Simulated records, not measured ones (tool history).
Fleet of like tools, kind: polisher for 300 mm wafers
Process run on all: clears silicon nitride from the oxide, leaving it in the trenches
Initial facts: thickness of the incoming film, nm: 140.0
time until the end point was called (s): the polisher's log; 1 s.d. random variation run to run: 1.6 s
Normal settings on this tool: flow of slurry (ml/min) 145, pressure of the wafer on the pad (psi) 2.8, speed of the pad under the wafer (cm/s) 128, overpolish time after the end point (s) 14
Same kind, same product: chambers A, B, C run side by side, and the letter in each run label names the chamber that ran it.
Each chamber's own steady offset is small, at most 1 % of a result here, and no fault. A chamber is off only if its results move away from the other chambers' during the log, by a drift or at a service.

| run | hour | flow of slurry (ml/min) | pressure of the wafer on the pad (psi) | speed of the pad under the wafer (cm/s) | overpolish time after the end point (s) | time until the end point was called (s) |
|---|---|---|---|---|---|---|
|  | 3 | chamber A: worn pad replaced by a new one |
| 1B | 10.2 | 145 | 2.8 | 128 | 14 | 100.88 |
| 2A | 21.7 | 145 | 2.8 | 128 | 14 | 102.41 |
| 3C | 29.4 | 145 | 2.8 | 128 | 14 | 101.59 |
| 4B | 37.1 | 145 | 2.8 | 128 | 14 | 99.291 |
| 5C | 44.3 | 145 | 2.8 | 128 | 14 | 102.2 |
| 6A | 55.3 | 145 | 2.8 | 128 | 14 | 100.72 |
| 7A | 64.8 | 145 | 2.8 | 128 | 14 | 100.81 |
|  | 65.6 | chamber C: worn pad replaced by a new one |
| 8C | 73.2 | 145 | 2.8 | 152 | 14 | 82.805 |
| 9B | 80.3 | 145 | 2.8 | 152 | 14 | 84.276 |
| 10A | 86.2 | 145 | 2.8 | 152 | 14 | 86.422 |
| 11B | 91.3 | 145 | 2.8 | 128 | 14 | 100.22 |
| 12C | 99 | 145 | 2.8 | 128 | 14 | 95.554 |
|  | 103.1 | chamber B: worn pad replaced by a new one |
|  | 104.5 | chamber C: slurry nozzle cleaned |
|  | 108.9 | chamber A: worn pad replaced by a new one |
| 13A | 110.4 | 145 | 2.8 | 128 | 14 | 99.12 |
|  | 113.3 | chamber B: slurry nozzle cleaned |
| 14C | 117.6 | 145 | 2.8 | 128 | 14 | 96.502 |
| 15B | 123.3 | 145 | 2.8 | 128 | 14 | 102.7 |
| 16C | 128.7 | 145 | 2.8 | 128 | 14 | 93.608 |
| 17A | 136.6 | 145 | 2.8 | 128 | 18 | 98.313 |
| 18B | 147.1 | 145 | 2.8 | 128 | 18 | 101.31 |
| 19C | 152.3 | 145 | 2.8 | 128 | 18 | 97.372 |
| 20A | 160.9 | 145 | 2.8 | 128 | 14 | 101.04 |
| 21B | 167.7 | 145 | 2.8 | 128 | 14 | 103.43 |
| 22A | 174.7 | 145 | 2.8 | 128 | 14 | 99.811 |
| 23B | 183.7 | 145 | 2.8 | 128 | 14 | 102 |
| 24C | 192.4 | 145 | 2.8 | 128 | 14 | 93.761 |
|  | 197.1 | chamber C: worn pad replaced by a new one |
| 25C | 200.1 | 145 | 2.8 | 128 | 14 | 93.837 |
|  | 202.9 | chamber A: worn pad replaced by a new one |
| 26A | 205.7 | 145 | 2.8 | 110 | 17 | 120.67 |
| 27B | 213.9 | 145 | 2.8 | 110 | 17 | 113.2 |
| 28B | 221.2 | 145 | 2.8 | 110 | 17 | 119.28 |
| 29A | 231.1 | 145 | 2.8 | 128 | 14 | 103.8 |

Decide between three cases: one chamber stands off from its peers, the gauge reading all wafers drifts, or nothing is wrong past each chamber's small offset. Where a chamber is off, say which and what most likely put it there.

Little by little, chamber C moves away from the other chambers.
Likeliest cause: head's pressure above its setpoint, % = 11.4.

Below are 4 candidate recipes for chamber C's next run, each the usual settings with a change, their results shown as question marks. Which of them brings C's results back in line with what the other chambers give on the usual settings?
To be in line, a result may differ from the other chambers' mean on the usual settings by at most: time until the end point was called (s) 5.8
| 30C-1 | 239.6 | 145 | 2.8 | 116 | 14 | ? |
| 30C-2 | 239.6 | 140 | 2.3 | 128 | 14 | ? |
| 30C-3 | 239.6 | 150 | 2.8 | 156 | 14 | ? |
| 30C-4 | 239.6 | 145 | 2.8 | 140 | 14 | ? |

Other chambers, usual settings, mean: time until the end point was called (s) 101.84
| run | time until the end point was called (s) |
|---|---|
| 30C-1 | 101.31 |
| 30C-2 | 112.03 |
| 30C-3 | 74.553 |
| 30C-4 | 83.707 |
It is 30C-1 that realigns the chamber with its peers.

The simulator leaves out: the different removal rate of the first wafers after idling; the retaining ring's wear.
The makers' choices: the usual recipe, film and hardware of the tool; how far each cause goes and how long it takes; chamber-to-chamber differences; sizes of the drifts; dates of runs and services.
